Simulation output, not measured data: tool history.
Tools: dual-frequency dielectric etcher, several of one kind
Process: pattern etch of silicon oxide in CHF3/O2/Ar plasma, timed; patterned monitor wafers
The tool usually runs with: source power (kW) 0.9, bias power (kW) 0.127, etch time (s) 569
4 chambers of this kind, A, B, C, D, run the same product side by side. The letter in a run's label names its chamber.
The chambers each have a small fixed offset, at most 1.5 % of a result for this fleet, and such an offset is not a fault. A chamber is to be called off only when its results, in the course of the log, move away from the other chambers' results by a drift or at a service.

run    day  source power (kW)  bias power (kW)  etch time (s)  hours since the last wet clean  hours since the last source power generator calibration  hours since the last bias power generator calibration  read-back reference wafer on the same gauge, depth_nm  mean etch depth across the wafer (nm)
 1C  0.296                0.9            0.127            569                             258                                                    454.9                                                 2189.1                                                 1350.5                                   1197
 2D  0.475                0.9            0.127            569                           271.7                                                   1715.3                                                 1662.4                                                 1350.5                                 1180.1
 3A  0.762                0.9            0.127            569                            99.6                                                   1692.2                                                  466.3                                                 1350.4                                 1180.3
 4B  1.146                0.9            0.127            569                           401.5                                                     40.3                                                 3879.4                                                   1351                                 1192.8
 5A  1.525                0.9            0.127            569                           117.9                                                   1710.5                                                  484.6                                                 1351.6                                 1179.5
 6C  1.721                0.9            0.127            569                           292.2                                                    489.1                                                 2223.3                                                 1350.8                                 1196.1
     1.833  -- chamber D: source power generator calibrated
 7D  1.921                0.9            0.127            569                           306.4                                                      2.2                                                 1697.1                                                 1351.9                                 1180.5
 8B  2.192                0.9            0.127            569                           426.6                                                     65.4                                                 3904.5                                                 1351.9                                 1192.8
 9C   2.45                0.9            0.127            569                           309.7                                                    506.6                                                 2240.8                                                 1352.1                                   1195
10A  2.679                0.9            0.127            569                           145.6                                                   1738.2                                                  512.3                                                 1352.7                                 1180.2
11B  3.054               1.04            0.158            569                           447.3                                                     86.1                                                 3925.2                                                 1352.5                                 1350.4
     3.229  -- chamber C: bias power generator calibrated
12D  3.383               1.04            0.158            569                           341.5                                                     37.3                                                 1732.2                                                 1353.1                                   1340
13A  3.604               1.04            0.158            569                           167.8                                                   1760.4                                                  534.5                                                 1353.2                                 1338.9
14C  3.879               1.04            0.158            569                             344                                                    540.9                                                   15.7                                                 1353.2                                 1357.7
15D  4.271                0.9            0.127          405.5                           362.8                                                     58.6                                                 1753.5                                                 1353.3                                 842.61
16B  4.588                0.9            0.127          405.5                           484.1                                                    122.9                                                   3962                                                 1353.8                                 851.74
17C  4.979                0.9            0.127          405.5                           370.4                                                    567.3                                                   42.1                                                 1354.5                                 854.88
18A  5.179                0.9            0.127          405.5                           205.6                                                   1798.2                                                  572.3                                                 1354.3                                 843.71
19B  5.496                0.9            0.127            569                           505.9                                                    144.7                                                 3983.8                                                 1354.6                                 1195.5
20D  5.846                0.9            0.127            569                           400.6                                                     96.4                                                 1791.3                                                 1355.2                                 1180.9
21D  6.238                0.9            0.127            569                             410                                                    105.8                                                 1800.7                                                 1355.2                                 1182.7
22C  6.446                0.9            0.127            569                           405.6                                                    602.5                                                   77.3                                                 1355.2                                 1198.5
23A  6.671                0.9            0.127            569                           241.4                                                     1834                                                  608.1                                                 1355.3                                 1185.6
24B   7.05                0.9            0.127            569                           543.2                                                      182                                                 4021.1                                                   1356                                 1195.6
     7.183  -- chamber B: wet clean of the chamber
25C  7.421                0.9            0.127            569                             429                                                    625.9                                                  100.7                                                 1356.1                                 1198.4
26D  7.638                0.9            0.127            569                           443.6                                                    139.4                                                 1834.3                                                 1356.3                                 1183.9
27B  8.008                0.9            0.127            569                            19.9                                                      205                                                 4044.1                                                 1356.3                                   1197

One chamber off, gauge drift, or nothing amiss beyond the chambers' own small offsets? If it is a chamber, which one, and what is the likeliest cause?

No chamber is off; the gauge reading every chamber's wafers drifts, which makes the whole fleet appear to move together.
What lies behind it: gauge reads high (%) = 0.509.

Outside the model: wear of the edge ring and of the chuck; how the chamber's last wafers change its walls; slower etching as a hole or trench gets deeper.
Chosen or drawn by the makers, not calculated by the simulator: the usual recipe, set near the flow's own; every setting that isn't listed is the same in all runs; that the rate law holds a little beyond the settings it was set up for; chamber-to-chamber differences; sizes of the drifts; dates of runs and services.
